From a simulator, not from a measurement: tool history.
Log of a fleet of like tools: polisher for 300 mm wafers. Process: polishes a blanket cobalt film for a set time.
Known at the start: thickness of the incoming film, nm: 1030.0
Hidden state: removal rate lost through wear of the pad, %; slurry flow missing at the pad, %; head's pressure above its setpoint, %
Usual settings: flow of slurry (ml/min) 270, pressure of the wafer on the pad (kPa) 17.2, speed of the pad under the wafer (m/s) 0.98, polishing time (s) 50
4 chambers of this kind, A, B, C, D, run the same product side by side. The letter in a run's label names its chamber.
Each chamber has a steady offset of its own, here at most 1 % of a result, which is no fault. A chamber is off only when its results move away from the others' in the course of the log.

| run | hour | flow of slurry (ml/min) | pressure of the wafer on the pad (kPa) | speed of the pad under the wafer (m/s) | polishing time (s) | wafers polished on this pad | hours since the slurry nozzle was cleaned | hours since the head pressure was calibrated | film removed (Å) |
|---|---|---|---|---|---|---|---|---|---|
| 1B | 13.1 | 270 | 17.2 | 0.98 | 50 | 414 | 456.3 | 99.9 | 3594.3 |
|  | 15 | chamber A: worn pad replaced by a new one |
|  | 20.9 | chamber B: slurry nozzle cleaned |
| 2D | 23.3 | 270 | 17.2 | 0.98 | 50 | 776 | 102.8 | 625.7 | 3616.5 |
| 3A | 30.8 | 270 | 17.2 | 0.98 | 50 | 130 | 240 | 535.4 | 3717 |
| 4C | 40.2 | 270 | 17.2 | 0.98 | 50 | 1181 | 43.9 | 372.3 | 3564.9 |
|  | 45.7 | chamber B: worn pad replaced by a new one |
| 5B | 49.6 | 270 | 17.2 | 0.98 | 50 | 32 | 28.7 | 136.4 | 3635.8 |
| 6D | 60.2 | 270 | 17.2 | 0.98 | 50 | 1080 | 139.7 | 662.6 | 3603.8 |
|  | 60.4 | chamber D: worn pad replaced by a new one |
| 7A | 67.9 | 270 | 17.2 | 0.98 | 50 | 435 | 277.1 | 572.5 | 3600 |
|  | 75.6 | chamber C: worn pad replaced by a new one |
| 8C | 79.4 | 270 | 17.2 | 1.16 | 50 | 31 | 83.1 | 411.5 | 4304.5 |
| 9A | 93.6 | 270 | 17.2 | 1.16 | 50 | 647 | 302.8 | 598.2 | 4205.7 |
| 10D | 99.9 | 270 | 17.2 | 1.16 | 50 | 325 | 179.4 | 702.3 | 4279.7 |
| 11C | 112.4 | 270 | 17.2 | 1.16 | 50 | 303 | 116.1 | 444.5 | 4325 |
| 12B | 121.7 | 320 | 17.2 | 0.98 | 50 | 626 | 100.8 | 208.5 | 3612.5 |
|  | 123.5 | chamber A: worn pad replaced by a new one |
|  | 125.9 | chamber C: head pressure recalibrated |
| 13D | 130.3 | 320 | 17.2 | 0.98 | 50 | 576 | 209.8 | 732.7 | 3627.2 |
|  | 135.6 | chamber B: worn pad replaced by a new one |
| 14B | 139.6 | 320 | 17.2 | 0.98 | 50 | 33 | 118.7 | 226.4 | 3646.1 |
| 15A | 146.7 | 320 | 17.2 | 0.98 | 50 | 191 | 355.9 | 651.3 | 3689.4 |
| 16C | 158.2 | 270 | 17.2 | 0.98 | 50 | 680 | 161.9 | 32.3 | 3612.7 |
| 17D | 166.4 | 270 | 17.2 | 0.98 | 50 | 873 | 245.9 | 768.8 | 3644.1 |
| 18A | 176 | 270 | 17.2 | 0.98 | 50 | 433 | 385.2 | 680.6 | 3654.4 |
| 19C | 188.9 | 270 | 17.2 | 0.98 | 50 | 933 | 192.6 | 63 | 3649.1 |
|  | 195.7 | chamber D: worn pad replaced by a new one |
| 20B | 201.8 | 270 | 17.2 | 0.98 | 50 | 545 | 180.9 | 288.6 | 3595.2 |
|  | 212.3 | chamber B: worn pad replaced by a new one |
| 21D | 214.7 | 270 | 17.2 | 0.98 | 50 | 157 | 294.2 | 817.1 | 3607.9 |
|  | 220.6 | chamber C: worn pad replaced by a new one |
| 22B | 225.1 | 225 | 17.2 | 0.98 | 36 | 105 | 204.2 | 311.9 | 2554.9 |
|  | 231 | chamber A: worn pad replaced by a new one |
| 23A | 236.6 | 225 | 17.2 | 0.98 | 36 | 46 | 445.8 | 741.2 | 2511 |
| 24C | 249.5 | 225 | 17.2 | 0.98 | 36 | 237 | 253.2 | 123.6 | 2522.8 |
|  | 256.7 | chamber A: slurry nozzle cleaned |
| 25C | 259 | 225 | 17.2 | 0.98 | 36 | 316 | 262.7 | 133.1 | 2580.8 |
|  | 267.8 | chamber D: head pressure recalibrated |
| 26A | 272.9 | 270 | 17.2 | 0.98 | 50 | 345 | 16.2 | 777.5 | 3722.3 |
|  | 279.3 | chamber D: slurry nozzle cleaned |
| 27D | 282.3 | 270 | 13.8 | 0.72 | 50 | 713 | 3.1 | 14.5 | 2115.2 |
|  | 293.7 | chamber B: worn pad replaced by a new one |
| 28B | 294.9 | 270 | 13.8 | 0.72 | 50 | 10 | 274 | 381.7 | 2112.1 |
| 29D | 303.6 | 270 | 13.8 | 0.72 | 50 | 889 | 24.4 | 35.8 | 2143 |
|  | 305.7 | chamber A: head pressure recalibrated |
| 30A | 313 | 270 | 13.8 | 0.72 | 50 | 675 | 56.3 | 7.3 | 2156.6 |
| 31C | 324.4 | 270 | 17.2 | 1.3 | 34 | 854 | 328.1 | 198.5 | 3242.7 |
| 32B | 332.3 | 270 | 17.2 | 1.3 | 34 | 318 | 311.4 | 419.1 | 3265.4 |
|  | 333.8 | chamber A: worn pad replaced by a new one |
|  | 341.6 | chamber D: worn pad replaced by a new one |
| 33B | 342.8 | 270 | 17.2 | 1.3 | 34 | 404 | 321.9 | 429.6 | 3304.3 |
|  | 348 | chamber C: slurry nozzle cleaned |
| 34D | 354.9 | 270 | 17.2 | 1.3 | 34 | 110 | 75.7 | 87.1 | 3310.5 |
| 35C | 363.6 | 270 | 17.2 | 0.98 | 50 | 1177 | 15.7 | 237.7 | 3506.3 |
| 36A | 373.9 | 270 | 17.2 | 1.3 | 50 | 330 | 117.2 | 68.2 | 4835.2 |
| 37D | 388.2 | 270 | 17.2 | 1.3 | 50 | 384 | 109 | 120.4 | 4757.4 |

All 4 chambers run these settings next. Forecast each chamber's results:
| 38A | 398.7 | 220 | 17.2 | 0.98 | 50 |  |  |  | ? |
| 38B | 398.7 | 220 | 17.2 | 0.98 | 50 |  |  |  | ? |
| 38C | 398.7 | 220 | 17.2 | 0.98 | 50 |  |  |  | ? |
| 38D | 398.7 | 220 | 17.2 | 0.98 | 50 |  |  |  | ? |

| run | film removed (Å) |
|---|---|
| 38A | 3583 |
| 38B | 3514.7 |
| 38C | 3543.2 |
| 38D | 3560.5 |

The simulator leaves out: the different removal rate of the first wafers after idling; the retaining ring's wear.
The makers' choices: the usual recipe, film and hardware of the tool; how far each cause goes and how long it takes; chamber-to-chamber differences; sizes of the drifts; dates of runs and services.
